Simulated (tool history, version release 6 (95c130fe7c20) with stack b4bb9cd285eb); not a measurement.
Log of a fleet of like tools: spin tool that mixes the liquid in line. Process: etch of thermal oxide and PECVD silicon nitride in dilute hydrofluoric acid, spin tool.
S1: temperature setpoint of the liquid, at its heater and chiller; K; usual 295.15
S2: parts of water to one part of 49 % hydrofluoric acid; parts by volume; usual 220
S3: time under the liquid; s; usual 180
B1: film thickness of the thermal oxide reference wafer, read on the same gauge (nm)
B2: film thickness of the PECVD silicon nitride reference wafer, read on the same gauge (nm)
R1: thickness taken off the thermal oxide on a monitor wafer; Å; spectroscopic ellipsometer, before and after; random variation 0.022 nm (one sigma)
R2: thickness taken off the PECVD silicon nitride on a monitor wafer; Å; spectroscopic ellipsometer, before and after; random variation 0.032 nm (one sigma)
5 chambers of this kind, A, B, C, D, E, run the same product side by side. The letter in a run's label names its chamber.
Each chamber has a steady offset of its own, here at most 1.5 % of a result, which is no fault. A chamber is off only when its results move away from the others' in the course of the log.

run 1E hour=9.2 | S1=295.15 S2=220 S3=180 | B1=149.97 B2=40.045 | R1=30.345 R2=17.6800
run 2C hour=21.3 | S1=295.15 S2=220 S3=180 | B1=150.00 B2=40.020 | R1=30.547 R2=18.9460
run 3A hour=28.4 | S1=295.15 S2=220 S3=180 | B1=150.02 B2=40.015 | R1=30.216 R2=18.0650
run 4D hour=41.0 | S1=295.15 S2=220 S3=180 | B1=149.98 B2=40.048 | R1=29.687 R2=18.2940
run 5B hour=52.2 | S1=295.15 S2=220 S3=180 | B1=149.99 B2=39.946 | R1=30.206 R2=18.5270
run 6A hour=58.3 | S1=295.15 S2=220 S3=180 | B1=150.00 B2=39.999 | R1=29.545 R2=18.3540
run 7D hour=68.0 | S1=295.15 S2=220 S3=180 | B1=150.02 B2=40.019 | R1=30.099 R2=18.2930
run 8C hour=74.2 | S1=295.15 S2=260 S3=105 | B1=149.99 B2=39.990 | R1=14.380 R2=9.3064
run 9B hour=87.0 | S1=295.15 S2=260 S3=105 | B1=150.00 B2=40.044 | R1=14.306 R2=9.4381
run 10E hour=93.6 | S1=295.15 S2=260 S3=105 | B1=149.98 B2=39.962 | R1=14.233 R2=9.0184
run 11C hour=102.3 | S1=295.15 S2=260 S3=105 | B1=150.04 B2=39.981 | R1=14.422 R2=8.8994
run 12A hour=108.7 | S1=295.15 S2=260 S3=105 | B1=150.01 B2=39.986 | R1=14.429 R2=9.1842
run 13B hour=115.1 | S1=299.65 S2=220 S3=180 | B1=149.97 B2=40.028 | R1=36.114 R2=24.7450
-- hour=115.8 chamber D: thermometer replaced
run 14D hour=124.4 | S1=299.65 S2=220 S3=180 | B1=149.99 B2=40.023 | R1=34.885 R2=25.1110
run 15E hour=135.2 | S1=299.65 S2=220 S3=180 | B1=150.00 B2=40.036 | R1=35.597 R2=24.7530
run 16A hour=142.4 | S1=299.65 S2=220 S3=180 | B1=150.01 B2=39.982 | R1=35.192 R2=24.1410
run 17D hour=148.8 | S1=299.65 S2=220 S3=180 | B1=150.06 B2=39.994 | R1=35.128 R2=24.6230
run 18E hour=161.8 | S1=295.15 S2=220 S3=180 | B1=150.00 B2=40.031 | R1=29.861 R2=18.7590
run 19B hour=168.3 | S1=295.15 S2=220 S3=180 | B1=149.99 B2=39.995 | R1=30.422 R2=19.2840
run 20C hour=175.0 | S1=295.15 S2=220 S3=180 | B1=149.99 B2=39.997 | R1=30.390 R2=18.7140
run 21A hour=182.0 | S1=295.15 S2=220 S3=180 | B1=150.01 B2=39.973 | R1=30.011 R2=18.6640
run 22B hour=192.1 | S1=295.15 S2=220 S3=180 | B1=149.96 B2=39.969 | R1=29.996 R2=19.2250
run 23C hour=200.1 | S1=295.15 S2=220 S3=90 | B1=150.03 B2=40.010 | R1=15.103 R2=9.1736
run 24D hour=207.7 | S1=295.15 S2=220 S3=90 | B1=149.99 B2=40.025 | R1=15.009 R2=9.4748
run 25E hour=214.8 | S1=295.15 S2=220 S3=90 | B1=150.01 B2=40.009 | R1=15.137 R2=9.2454
-- hour=216.3 chamber D: hydrofluoric acid flow meter replaced
run 26C hour=227.1 | S1=295.15 S2=220 S3=90 | B1=149.99 B2=40.016 | R1=15.092 R2=9.4926
run 27E hour=238.9 | S1=295.15 S2=220 S3=90 | B1=149.99 B2=40.018 | R1=15.170 R2=9.1606
-- hour=241.7 chamber C: hydrofluoric acid flow meter replaced
run 28A hour=245.9 | S1=295.15 S2=220 S3=180 | B1=150.03 B2=39.960 | R1=30.039 R2=17.9540
run 29D hour=254.3 | S1=295.15 S2=220 S3=180 | B1=150.01 B2=39.992 | R1=29.878 R2=18.5050
run 30B hour=264.7 | S1=290.65 S2=220 S3=85 | B1=149.97 B2=40.030 | R1=12.104 R2=6.4394
run 31A hour=273.7 | S1=290.65 S2=220 S3=85 | B1=150.02 B2=40.008 | R1=11.946 R2=6.6671
run 32D hour=285.3 | S1=290.65 S2=220 S3=85 | B1=150.00 B2=39.997 | R1=11.916 R2=6.5145
run 33E hour=297.4 | S1=290.65 S2=220 S3=85 | B1=150.06 B2=39.986 | R1=11.962 R2=6.5051
run 34C hour=305.2 | S1=290.65 S2=220 S3=85 | B1=150.00 B2=40.031 | R1=12.001 R2=6.6385
-- hour=310.1 chamber B: thermometer replaced
run 35B hour=313.2 | S1=295.15 S2=220 S3=180 | B1=149.98 B2=39.991 | R1=29.958 R2=18.1740
run 36A hour=320.9 | S1=295.15 S2=220 S3=180 | B1=150.00 B2=40.018 | R1=30.072 R2=18.5040
-- hour=324.2 chamber E: hydrofluoric acid flow meter replaced
run 37D hour=328.7 | S1=295.15 S2=220 S3=180 | B1=150.02 B2=40.015 | R1=30.325 R2=18.3120
run 38E hour=336.6 | S1=295.15 S2=220 S3=180 | B1=150.02 B2=40.013 | R1=30.042 R2=18.1150
run 39B hour=343.3 | S1=295.15 S2=125 S3=250 | B1=149.95 B2=40.001 | R1=83.581 R2=43.7440
run 40C hour=351.0 | S1=295.15 S2=125 S3=250 | B1=149.99 B2=40.007 | R1=83.068 R2=43.1850

Is one chamber off against the others, does the gauge drift, or is nothing wrong? If a chamber is off, say which, and what the likeliest cause is.

No chamber stands off beyond its own small offset, and the gauge holds steady.
